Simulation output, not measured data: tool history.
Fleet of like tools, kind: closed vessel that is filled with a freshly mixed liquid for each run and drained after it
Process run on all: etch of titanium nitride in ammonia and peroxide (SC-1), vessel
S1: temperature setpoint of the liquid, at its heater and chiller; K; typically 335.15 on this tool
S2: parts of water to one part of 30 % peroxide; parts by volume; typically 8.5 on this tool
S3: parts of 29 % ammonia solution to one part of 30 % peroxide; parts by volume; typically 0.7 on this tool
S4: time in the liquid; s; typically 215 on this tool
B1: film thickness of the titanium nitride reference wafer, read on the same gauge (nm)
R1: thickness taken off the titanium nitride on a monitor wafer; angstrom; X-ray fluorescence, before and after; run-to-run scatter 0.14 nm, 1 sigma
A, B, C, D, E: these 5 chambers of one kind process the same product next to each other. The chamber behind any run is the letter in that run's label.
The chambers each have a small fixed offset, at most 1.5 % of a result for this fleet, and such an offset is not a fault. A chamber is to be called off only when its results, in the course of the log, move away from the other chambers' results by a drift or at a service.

Run 1E, day 0.254: usual settings; B1 39.974. Result: R1 423.17 angstrom.
Run 2C, day 0.571: usual settings; B1 40.012. Result: R1 428.09 angstrom.
Run 3B, day 0.854: usual settings; B1 39.989. Result: R1 430.4 angstrom.
Run 4D, day 1.262: usual settings; B1 40.066. Result: R1 423.47 angstrom.
Run 5A, day 1.512: usual settings; B1 40.03. Result: R1 424.33 angstrom.
At day 1.738: chamber C: ammonia flow meter replaced.
Run 6D, day 1.825: usual settings; B1 40.036. Result: R1 423.61 angstrom.
Run 7E, day 2.033: usual settings but S3 0.5 parts by volume; B1 40.032. Result: R1 400.09 angstrom.
Run 8B, day 2.375: usual settings but S3 0.5 parts by volume; B1 39.988. Result: R1 405.26 angstrom.
Run 9A, day 2.65: usual settings but S3 0.5 parts by volume; B1 39.957. Result: R1 403.05 angstrom.
Run 10C, day 2.904: usual settings but S3 0.5 parts by volume; B1 40.031. Result: R1 406.32 angstrom.
Run 11E, day 3.333: usual settings but S3 0.5 parts by volume; B1 39.968. Result: R1 399.28 angstrom.
Run 12D, day 3.746: usual settings; B1 40.001. Result: R1 422.46 angstrom.
Run 13B, day 3.979: usual settings; B1 39.965. Result: R1 428.72 angstrom.
Run 14A, day 4.208: usual settings; B1 39.989. Result: R1 426.47 angstrom.
Run 15C, day 4.529: usual settings; B1 40.029. Result: R1 429.46 angstrom.
Run 16C, day 4.754: usual settings; B1 40.002. Result: R1 427.53 angstrom.
Run 17B, day 5.104: usual settings; B1 40.01. Result: R1 429.39 angstrom.
Run 18E, day 5.312: usual settings; B1 40.013. Result: R1 422.72 angstrom.
Run 19D, day 5.625: usual settings but S3 0.95 parts by volume; B1 39.996. Result: R1 444.69 angstrom.
Run 20A, day 6.029: usual settings but S3 0.95 parts by volume; B1 40. Result: R1 452.7 angstrom.
Run 21B, day 6.283: usual settings but S3 0.95 parts by volume; B1 39.99. Result: R1 450.5 angstrom.
Run 22A, day 6.592: usual settings but S3 0.95 parts by volume; B1 39.992. Result: R1 451.5 angstrom.
Run 23C, day 6.85: usual settings but S3 0.95 parts by volume; B1 39.996. Result: R1 449.91 angstrom.
Run 24D, day 7.075: usual settings; B1 40.022. Result: R1 423.64 angstrom.
Run 25E, day 7.4: usual settings but S3 0.85 parts by volume, S4 140 s; B1 40.039. Result: R1 285.3 angstrom.
Run 26E, day 7.779: usual settings but S3 0.85 parts by volume, S4 140 s; B1 40.001. Result: R1 284.21 angstrom.
Run 27A, day 8.183: usual settings but S3 0.85 parts by volume, S4 140 s; B1 40.02. Result: R1 290.5 angstrom.
At day 8.421: chamber B: new drum of ammonia solution connected.
Run 28D, day 8.45: usual settings but S3 0.85 parts by volume, S4 140 s; B1 40.014. Result: R1 282.77 angstrom.
Run 29C, day 8.758: usual settings but S3 0.85 parts by volume, S4 140 s; B1 39.99. Result: R1 288.33 angstrom.
Run 30B, day 9.075: usual settings; B1 40.021. Result: R1 430.5 angstrom.
Run 31E, day 9.433: usual settings; B1 39.974. Result: R1 423.88 angstrom.
Run 32A, day 9.875: usual settings; B1 39.955. Result: R1 439.19 angstrom.
Run 33C, day 10.125: usual settings but S1 330.15 K, S4 275 s; B1 40.049. Result: R1 395.64 angstrom.
Run 34B, day 10.446: usual settings but S1 330.15 K, S4 275 s; B1 40.036. Result: R1 394.56 angstrom.

For the next run the whole fleet of 5 chambers uses the same settings. Give each chamber's results:
Run 35A, day 10.771: usual settings but S3 0.85 parts by volume. Result: R1 ?.
Run 35B, day 10.771: usual settings but S3 0.85 parts by volume. Result: R1 ?.
Run 35C, day 10.771: usual settings but S3 0.85 parts by volume. Result: R1 ?.
Run 35D, day 10.771: usual settings but S3 0.85 parts by volume. Result: R1 ?.
Run 35E, day 10.771: usual settings but S3 0.85 parts by volume. Result: R1 ?.

run      R1
35A  451.77
35B  441.46
35C  442.73
35D  439.69
35E  436.37
